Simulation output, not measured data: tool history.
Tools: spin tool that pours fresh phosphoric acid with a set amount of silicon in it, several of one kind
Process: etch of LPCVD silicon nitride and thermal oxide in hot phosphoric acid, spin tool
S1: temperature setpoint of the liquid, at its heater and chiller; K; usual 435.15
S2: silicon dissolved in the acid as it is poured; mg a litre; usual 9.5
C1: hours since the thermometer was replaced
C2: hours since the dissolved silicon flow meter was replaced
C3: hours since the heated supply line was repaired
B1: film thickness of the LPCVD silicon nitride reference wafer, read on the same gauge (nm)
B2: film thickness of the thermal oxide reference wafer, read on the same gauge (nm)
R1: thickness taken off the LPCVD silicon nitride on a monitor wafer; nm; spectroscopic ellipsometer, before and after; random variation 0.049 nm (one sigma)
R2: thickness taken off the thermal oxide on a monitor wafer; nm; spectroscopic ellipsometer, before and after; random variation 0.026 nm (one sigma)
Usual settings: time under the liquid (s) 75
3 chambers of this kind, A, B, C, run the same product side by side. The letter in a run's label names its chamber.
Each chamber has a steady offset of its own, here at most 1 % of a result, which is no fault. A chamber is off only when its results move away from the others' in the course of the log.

run 1C hour=7.5 | S1=435.15 S2=9.5 time_under_the_liquid_(s)=75 | C1=731.7 C2=858.1 C3=1606.1 | B1=129.99 B2=140 | R1=7.2961 R2=0.18274
run 2B hour=14.4 | S1=435.15 S2=9.5 time_under_the_liquid_(s)=75 | C1=385.8 C2=2048.8 C3=1242.8 | B1=129.99 B2=140.02 | R1=7.3474 R2=0.22232
run 3A hour=22.9 | S1=435.15 S2=9.5 time_under_the_liquid_(s)=75 | C1=1117.7 C2=717.8 C3=142.3 | B1=129.98 B2=139.98 | R1=7.2482 R2=0.18773
run 4A hour=29 | S1=435.15 S2=9.5 time_under_the_liquid_(s)=75 | C1=1123.8 C2=723.9 C3=148.4 | B1=130.01 B2=139.99 | R1=7.3673 R2=0.18721
run 5B hour=33.9 | S1=435.15 S2=9.5 time_under_the_liquid_(s)=75 | C1=405.3 C2=2068.3 C3=1262.3 | B1=130 B2=139.98 | R1=7.3138 R2=0.22937
run 6C hour=38.8 | S1=435.15 S2=9.5 time_under_the_liquid_(s)=75 | C1=763 C2=889.4 C3=1637.4 | B1=129.96 B2=139.99 | R1=7.3095 R2=0.17297
run 7A hour=46.2 | S1=435.15 S2=9.5 time_under_the_liquid_(s)=75 | C1=1141 C2=741.1 C3=165.6 | B1=129.99 B2=139.97 | R1=7.2598 R2=0.16196
run 8B hour=54.1 | S1=435.15 S2=9.5 time_under_the_liquid_(s)=75 | C1=425.5 C2=2088.5 C3=1282.5 | B1=129.97 B2=140.01 | R1=7.3932 R2=0.20144
run 9C hour=60.2 | S1=435.15 S2=9.5 time_under_the_liquid_(s)=75 | C1=784.4 C2=910.8 C3=1658.8 | B1=130.01 B2=140.01 | R1=7.2908 R2=0.17361
run 10B hour=64.1 | S1=435.15 S2=9.5 time_under_the_liquid_(s)=75 | C1=435.5 C2=2098.5 C3=1292.5 | B1=130.01 B2=139.98 | R1=7.3463 R2=0.16803
run 11C hour=68.5 | S1=435.15 S2=9.5 time_under_the_liquid_(s)=75 | C1=792.7 C2=919.1 C3=1667.1 | B1=130.03 B2=140.01 | R1=7.2985 R2=0.18491
run 12A hour=73.6 | S1=435.15 S2=9.5 time_under_the_liquid_(s)=75 | C1=1168.4 C2=768.5 C3=193 | B1=129.96 B2=139.98 | R1=7.27 R2=0.2431
-- hour=75.7 chamber B: dissolved silicon flow meter replaced
run 13B hour=82.3 | S1=435.15 S2=9.5 time_under_the_liquid_(s)=75 | C1=453.7 C2=6.6 C3=1310.7 | B1=129.98 B2=139.98 | R1=7.3367 R2=0.23838
run 14C hour=86.1 | S1=435.15 S2=9.5 time_under_the_liquid_(s)=75 | C1=810.3 C2=936.7 C3=1684.7 | B1=129.99 B2=140.02 | R1=7.2392 R2=0.21505
run 15A hour=93.4 | S1=435.15 S2=9.5 time_under_the_liquid_(s)=75 | C1=1188.2 C2=788.3 C3=212.8 | B1=130.04 B2=140 | R1=7.407 R2=0.24289
run 16A hour=99.2 | S1=435.15 S2=9.5 time_under_the_liquid_(s)=75 | C1=1194 C2=794.1 C3=218.6 | B1=130.01 B2=140 | R1=7.3108 R2=0.19451
run 17C hour=106.8 | S1=435.15 S2=5.5 time_under_the_liquid_(s)=75 | C1=831 C2=957.4 C3=1705.4 | B1=130 B2=139.99 | R1=7.2553 R2=0.24151
run 18B hour=111.3 | S1=435.15 S2=5.5 time_under_the_liquid_(s)=75 | C1=482.7 C2=35.6 C3=1339.7 | B1=130.05 B2=140.01 | R1=7.38 R2=0.24048
run 19B hour=117.5 | S1=435.15 S2=5.5 time_under_the_liquid_(s)=75 | C1=488.9 C2=41.8 C3=1345.9 | B1=130.02 B2=139.99 | R1=7.219 R2=0.2202
run 20C hour=122.9 | S1=435.15 S2=9.5 time_under_the_liquid_(s)=75 | C1=847.1 C2=973.5 C3=1721.5 | B1=130.01 B2=140.02 | R1=7.1578 R2=0.20557
run 21A hour=126.9 | S1=435.15 S2=9.5 time_under_the_liquid_(s)=75 | C1=1221.7 C2=821.8 C3=246.3 | B1=129.98 B2=140 | R1=7.3367 R2=0.18761
run 22C hour=134.3 | S1=435.15 S2=9.5 time_under_the_liquid_(s)=75 | C1=858.5 C2=984.9 C3=1732.9 | B1=129.95 B2=140.01 | R1=7.1556 R2=0.17241
run 23A hour=141.1 | S1=435.15 S2=9.5 time_under_the_liquid_(s)=75 | C1=1235.9 C2=836 C3=260.5 | B1=129.97 B2=139.99 | R1=7.3457 R2=0.20715
run 24B hour=145.2 | S1=435.15 S2=9.5 time_under_the_liquid_(s)=75 | C1=516.6 C2=69.5 C3=1373.6 | B1=129.94 B2=139.98 | R1=7.3472 R2=0.17143
run 25B hour=150.8 | S1=435.15 S2=9.5 time_under_the_liquid_(s)=75 | C1=522.2 C2=75.1 C3=1379.2 | B1=130 B2=140 | R1=7.4078 R2=0.24647
run 26C hour=157.1 | S1=435.15 S2=9.5 time_under_the_liquid_(s)=75 | C1=881.3 C2=1007.7 C3=1755.7 | B1=129.98 B2=140 | R1=7.2402 R2=0.20049
run 27A hour=162.4 | S1=435.15 S2=9.5 time_under_the_liquid_(s)=75 | C1=1257.2 C2=857.3 C3=281.8 | B1=130 B2=140.01 | R1=7.3867 R2=0.17121
run 28C hour=167.8 | S1=435.15 S2=9.5 time_under_the_liquid_(s)=100 | C1=892 C2=1018.4 C3=1766.4 | B1=129.97 B2=140.01 | R1=9.6804 R2=0.2713
run 29A hour=172.6 | S1=435.15 S2=9.5 time_under_the_liquid_(s)=100 | C1=1267.4 C2=867.5 C3=292 | B1=130 B2=140 | R1=9.7953 R2=0.28879
run 30B hour=180.8 | S1=435.15 S2=9.5 time_under_the_liquid_(s)=100 | C1=552.2 C2=105.1 C3=1409.2 | B1=130 B2=139.99 | R1=9.886 R2=0.31164
run 31B hour=188 | S1=435.15 S2=9.5 time_under_the_liquid_(s)=75 | C1=559.4 C2=112.3 C3=1416.4 | B1=129.95 B2=140 | R1=7.2803 R2=0.22569
run 32C hour=196.3 | S1=435.15 S2=9.5 time_under_the_liquid_(s)=75 | C1=920.5 C2=1046.9 C3=1794.9 | B1=130.02 B2=140 | R1=7.3356 R2=0.20384
run 33A hour=202.1 | S1=435.15 S2=9.5 time_under_the_liquid_(s)=75 | C1=1296.9 C2=897 C3=321.5 | B1=129.98 B2=140 | R1=7.3467 R2=0.15157
run 34C hour=206 | S1=435.15 S2=9.5 time_under_the_liquid_(s)=75 | C1=930.2 C2=1056.6 C3=1804.6 | B1=130 B2=139.98 | R1=7.2028 R2=0.15599
run 35B hour=211.5 | S1=435.15 S2=9.5 time_under_the_liquid_(s)=75 | C1=582.9 C2=135.8 C3=1439.9 | B1=130.02 B2=140.02 | R1=7.3091 R2=0.18363
run 36A hour=215.7 | S1=435.15 S2=9.5 time_under_the_liquid_(s)=75 | C1=1310.5 C2=910.6 C3=335.1 | B1=130.01 B2=139.98 | R1=7.3271 R2=0.24863

Is one chamber off against the others, does the gauge drift, or is nothing wrong? If a chamber is off, say which, and what the likeliest cause is.

No chamber stands off beyond its own small offset, and the gauge holds steady.
